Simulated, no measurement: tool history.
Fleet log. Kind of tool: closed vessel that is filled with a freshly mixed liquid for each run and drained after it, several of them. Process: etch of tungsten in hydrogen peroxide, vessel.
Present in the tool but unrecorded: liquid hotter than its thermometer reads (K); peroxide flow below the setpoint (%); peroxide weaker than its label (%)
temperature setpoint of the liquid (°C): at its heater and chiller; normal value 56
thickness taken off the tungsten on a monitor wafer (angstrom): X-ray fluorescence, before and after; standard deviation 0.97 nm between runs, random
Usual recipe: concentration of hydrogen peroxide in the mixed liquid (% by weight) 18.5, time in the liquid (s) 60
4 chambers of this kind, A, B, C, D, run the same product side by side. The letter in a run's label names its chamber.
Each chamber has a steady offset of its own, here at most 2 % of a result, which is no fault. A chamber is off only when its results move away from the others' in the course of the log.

run   hour  temperature setpoint of the liquid (°C)  concentration of hydrogen peroxide in the mixed liquid (% by weight)  time in the liquid (s)  hours since the thermometer was replaced  hours since the peroxide flow meter was replaced  hours since the drum of peroxide was connected  read-back film thickness of the tungsten reference wafer, read on the same gauge (nm)  thickness taken off the tungsten on a monitor wafer (angstrom)
 1C    8.3                                       56                                                                  18.5                      60                                     957.4                                            1521.8                                           387.7                                                                                 80.014                                                          1322.4
 2D   15.1                                       56                                                                  18.5                      60                                    2322.6                                             319.3                                           117.6                                                                                 79.997                                                          1327.2
 3B   22.4                                       56                                                                  18.5                      60                                     962.9                                             217.3                                           822.7                                                                                 80.028                                                          1352.1
 4A     29                                       56                                                                  18.5                      60                                     508.3                                            1350.5                                           506.4                                                                                 79.987                                                          1322.1
 5D     36                                       56                                                                  18.5                      60                                    2343.5                                             340.2                                           138.5                                                                                     80                                                            1356
 6C   41.4                                       56                                                                  18.5                      60                                     990.5                                            1554.9                                           420.8                                                                                 80.007                                                          1316.3
 7B   46.9                                       50                                                                  21.5                      60                                     987.4                                             241.8                                           847.2                                                                                 80.001                                                          1024.2
      48.3  -- chamber C: peroxide flow meter replaced
 8A   50.9                                       50                                                                  21.5                      60                                     530.2                                            1372.4                                           528.3                                                                                 79.976                                                          1000.7
 9D   57.9                                       50                                                                  21.5                      60                                    2365.4                                             362.1                                           160.4                                                                                 80.015                                                          1004.1
10A   65.8                                       50                                                                  21.5                      60                                     545.1                                            1387.3                                           543.2                                                                                  79.97                                                           994.6
11B   73.5                                       56                                                                  18.5                      60                                      1014                                             268.4                                           873.8                                                                                 80.003                                                          1385.8
12C   81.6                                       56                                                                  18.5                      60                                    1030.7                                              33.3                                             461                                                                                 80.001                                                          1330.7
      84.9  -- chamber A: new drum of peroxide connected
13C   90.3                                       56                                                                  18.5                      60                                    1039.4                                                42                                           469.7                                                                                 79.969                                                          1322.6
14A   94.3                                       56                                                                  18.5                      60                                     573.6                                            1415.8                                             9.5                                                                                 79.979                                                          1317.8
15B  101.6                                     61.5                                                                  18.5                      30                                    1042.1                                             296.5                                           901.9                                                                                 80.002                                                          957.58
16D  110.1                                     61.5                                                                  18.5                      30                                    2417.6                                             414.3                                           212.6                                                                                 79.968                                                          910.78
17C  116.1                                     61.5                                                                  18.5                      30                                    1065.2                                              67.8                                           495.5                                                                                  79.98                                                          912.28
18D  120.6                                     61.5                                                                  18.5                      30                                    2428.1                                             424.8                                           223.1                                                                                 80.007                                                          918.84
19A  124.6                                       56                                                                  18.5                      60                                     603.9                                            1446.1                                            39.8                                                                                 80.036                                                          1325.9
20B  129.9                                       56                                                                  18.5                      60                                    1070.4                                             324.8                                           930.2                                                                                 80.027                                                          1417.9
21C  134.7                                       56                                                                  18.5                      60                                    1083.8                                              86.4                                           514.1                                                                                 80.026                                                          1316.7
     136.4  -- chamber A: thermometer replaced
22B  142.3                                       56                                                                  18.5                      60                                    1082.8                                             337.2                                           942.6                                                                                 79.989                                                          1426.3
23A    151                                       56                                                                  18.5                      60                                      14.7                                            1472.5                                            66.2                                                                                 79.995                                                          1313.3
24D    156                                       56                                                                  18.5                      60                                    2463.5                                             460.2                                           258.5                                                                                 79.982                                                          1346.3
25D  161.9                                       56                                                                  18.5                      60                                    2469.4                                             466.1                                           264.4                                                                                 79.999                                                          1328.1
26B  165.9                                       56                                                                  18.5                      60                                    1106.4                                             360.8                                           966.2                                                                                 80.032                                                          1429.1
27A    171                                       56                                                                  18.5                      60                                      34.7                                            1492.5                                            86.2                                                                                 80.019                                                          1321.4
28C  178.2                                       56                                                                  18.5                      60                                    1127.3                                             129.9                                           557.6                                                                                 79.996                                                          1326.3
29A  183.2                                       56                                                                  18.5                      60                                      46.9                                            1504.7                                            98.4                                                                                 80.035                                                          1315.2
30C  188.6                                       56                                                                  18.5                      60                                    1137.7                                             140.3                                             568                                                                                 80.002                                                          1322.3
31D  197.5                                       56                                                                  18.5                      60                                      2505                                             501.7                                             300                                                                                 80.002                                                          1339.5

Has any chamber moved away from the others, gradually or after a service, or does the common gauge drift, or do the chambers differ only by their own small steady offsets? State the chamber and the most likely cause if one applies.

Little by little, chamber B moves away from the other chambers.
Likeliest cause: liquid hotter than its thermometer reads (K) = 1.34.

Here are 4 candidates for chamber B's next run, each the usual settings with a change, their results left as question marks. Which one brings its results back in line with what the others give on the usual settings?
To be in line, a result may differ from the other chambers' mean on the usual settings by at most: thickness taken off the tungsten on a monitor wafer (angstrom) 34
32B-1  204.1                                     57.5                                                                  18.5                      60                                                                                                                                                                                                                                                                                                  ?
32B-2  204.1                                       56                                                                  18.5                      55                                                                                                                                                                                                                                                                                                  ?
32B-3  204.1                                     54.5                                                                  18.5                      55                                                                                                                                                                                                                                                                                                  ?
32B-4  204.1                                       59                                                                  18.5                      60                                                                                                                                                                                                                                                                                                  ?

Mean of the other chambers on the usual settings: thickness taken off the tungsten on a monitor wafer (angstrom) 1328.2
  run  thickness taken off the tungsten on a monitor wafer (angstrom)
32B-1                                                          1586.4
32B-2                                                          1333.5
32B-3                                                          1221.8
32B-4                                                          1729.7
It is 32B-2 that realigns the chamber with its peers.
